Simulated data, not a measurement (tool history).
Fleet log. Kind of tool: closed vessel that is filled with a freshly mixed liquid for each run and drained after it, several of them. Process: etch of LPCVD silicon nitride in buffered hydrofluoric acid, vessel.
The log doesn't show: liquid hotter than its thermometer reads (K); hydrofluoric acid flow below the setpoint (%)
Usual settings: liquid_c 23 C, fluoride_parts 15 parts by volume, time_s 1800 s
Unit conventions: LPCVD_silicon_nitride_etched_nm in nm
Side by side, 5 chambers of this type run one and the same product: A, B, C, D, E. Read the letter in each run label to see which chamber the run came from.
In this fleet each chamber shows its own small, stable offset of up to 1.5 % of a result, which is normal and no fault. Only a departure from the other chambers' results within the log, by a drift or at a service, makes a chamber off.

| run | hour | liquid_c | fluoride_parts | time_s | hours since the thermometer was replaced | hours since the hydrofluoric acid flow meter was replaced | read-back film thickness of the LPCVD silicon nitride reference wafer, read on the same gauge (nm) | LPCVD_silicon_nitride_etched_nm |
|---|---|---|---|---|---|---|---|---|
| 1E | 5 | 23 | 15 | 1800 | 1622.7 | 1061.9 | 110.01 | 15.207 |
| 2A | 10.3 | 23 | 15 | 1800 | 1249.2 | 564.7 | 109.98 | 15.257 |
| 3C | 14.2 | 23 | 15 | 1800 | 1394.3 | 720.7 | 109.99 | 14.978 |
| 4D | 18.5 | 23 | 15 | 1800 | 470.6 | 798.3 | 109.96 | 15.19 |
| 5B | 24.1 | 23 | 15 | 1800 | 228.9 | 1532.8 | 110.03 | 15.269 |
| 6E | 29.7 | 23 | 15 | 1800 | 1647.4 | 1086.6 | 109.97 | 15.498 |
| 7C | 34.4 | 23 | 15 | 1800 | 1414.5 | 740.9 | 110 | 15.013 |
| 8D | 39 | 23 | 20 | 885 | 491.1 | 818.8 | 109.99 | 5.6817 |
| 9A | 42 | 23 | 20 | 885 | 1280.9 | 596.4 | 110 | 5.6511 |
| 10B | 47.5 | 23 | 20 | 885 | 252.3 | 1556.2 | 110.02 | 5.6802 |
| 11E | 51.4 | 23 | 20 | 885 | 1669.1 | 1108.3 | 110 | 5.6644 |
| 12A | 55.4 | 23 | 20 | 885 | 1294.3 | 609.8 | 109.99 | 5.5863 |
| 13D | 60.6 | 23 | 15 | 1800 | 512.7 | 840.4 | 110.01 | 15.317 |
| 14C | 65.8 | 23 | 15 | 1800 | 1445.9 | 772.3 | 110.02 | 14.91 |
| 15B | 71 | 23 | 15 | 1800 | 275.8 | 1579.7 | 109.99 | 15.021 |
| 16B | 76.7 | 23 | 15 | 1800 | 281.5 | 1585.4 | 110 | 15.284 |
| 17C | 79.6 | 23 | 15 | 1800 | 1459.7 | 786.1 | 109.99 | 15.089 |
| 18D | 84.3 | 23 | 15 | 1800 | 536.4 | 864.1 | 110.02 | 15.363 |
| 19E | 89 | 23 | 15 | 1800 | 1706.7 | 1145.9 | 110.03 | 15.398 |
| 20A | 92.9 | 23 | 15 | 2395 | 1331.8 | 647.3 | 110.04 | 20.291 |
| 21C | 97 | 23 | 15 | 2395 | 1477.1 | 803.5 | 110.01 | 20.131 |
| 22A | 101.8 | 23 | 15 | 2395 | 1340.7 | 656.2 | 109.99 | 20.12 |
| 23D | 107.6 | 23 | 15 | 2395 | 559.7 | 887.4 | 110.03 | 21.045 |
| 24B | 111.6 | 23 | 15 | 2395 | 316.4 | 1620.3 | 110 | 20.087 |
| 25E | 117.6 | 23 | 15 | 1800 | 1735.3 | 1174.5 | 109.99 | 15.162 |
| 26B | 124 | 23 | 15 | 1800 | 328.8 | 1632.7 | 109.99 | 15.309 |
| 27D | 129.9 | 23 | 15 | 1800 | 582 | 909.7 | 110 | 15.897 |
| 28E | 135.6 | 18.5 | 17.5 | 1800 | 1753.3 | 1192.5 | 110.06 | 10.248 |
| 29C | 139.9 | 18.5 | 17.5 | 1800 | 1520 | 846.4 | 110 | 10.118 |
| 30A | 144.1 | 18.5 | 17.5 | 1800 | 1383 | 698.5 | 110.03 | 10.095 |
| 31A | 147.9 | 18.5 | 17.5 | 1800 | 1386.8 | 702.3 | 109.96 | 10.127 |
| 32E | 151.8 | 18.5 | 17.5 | 1800 | 1769.5 | 1208.7 | 109.95 | 10.296 |
| 33C | 156.5 | 23 | 15 | 1800 | 1536.6 | 863 | 110.01 | 15.18 |
| 34B | 160.4 | 25 | 9.5 | 1800 | 365.2 | 1669.1 | 110.03 | 25.8 |
| 35D | 163.4 | 25 | 9.5 | 1800 | 615.5 | 943.2 | 109.99 | 27.666 |
| 36C | 167.3 | 25 | 9.5 | 1800 | 1547.4 | 873.8 | 110.03 | 25.815 |
| 37D | 172.4 | 25 | 9.5 | 1800 | 624.5 | 952.2 | 109.98 | 27.723 |
| 38A | 175.5 | 25 | 9.5 | 1800 | 1414.4 | 729.9 | 109.95 | 26.152 |
| 39B | 179.8 | 21.5 | 15 | 2165 | 384.6 | 1688.5 | 110.03 | 16.743 |
| 40E | 182.9 | 21.5 | 15 | 2165 | 1800.6 | 1239.8 | 109.96 | 16.945 |
| 41A | 187.3 | 21.5 | 15 | 2165 | 1426.2 | 741.7 | 109.99 | 16.988 |
| 42E | 190.7 | 21.5 | 15 | 2165 | 1808.4 | 1247.6 | 110.03 | 17.034 |
| 43C | 196.5 | 21.5 | 15 | 2165 | 1576.6 | 903 | 109.98 | 16.744 |

All chambers now run identical settings, listed one chamber a line with results as question marks. What results will each chamber show?
| 44A | 201.1 | 23 | 15 | 1800 |  |  |  | ? |
| 44B | 201.1 | 23 | 15 | 1800 |  |  |  | ? |
| 44C | 201.1 | 23 | 15 | 1800 |  |  |  | ? |
| 44D | 201.1 | 23 | 15 | 1800 |  |  |  | ? |
| 44E | 201.1 | 23 | 15 | 1800 |  |  |  | ? |

| run | LPCVD_silicon_nitride_etched_nm |
|---|---|
| 44A | 15.197 |
| 44B | 15.379 |
| 44C | 15.089 |
| 44D | 16.447 |
| 44E | 15.313 |

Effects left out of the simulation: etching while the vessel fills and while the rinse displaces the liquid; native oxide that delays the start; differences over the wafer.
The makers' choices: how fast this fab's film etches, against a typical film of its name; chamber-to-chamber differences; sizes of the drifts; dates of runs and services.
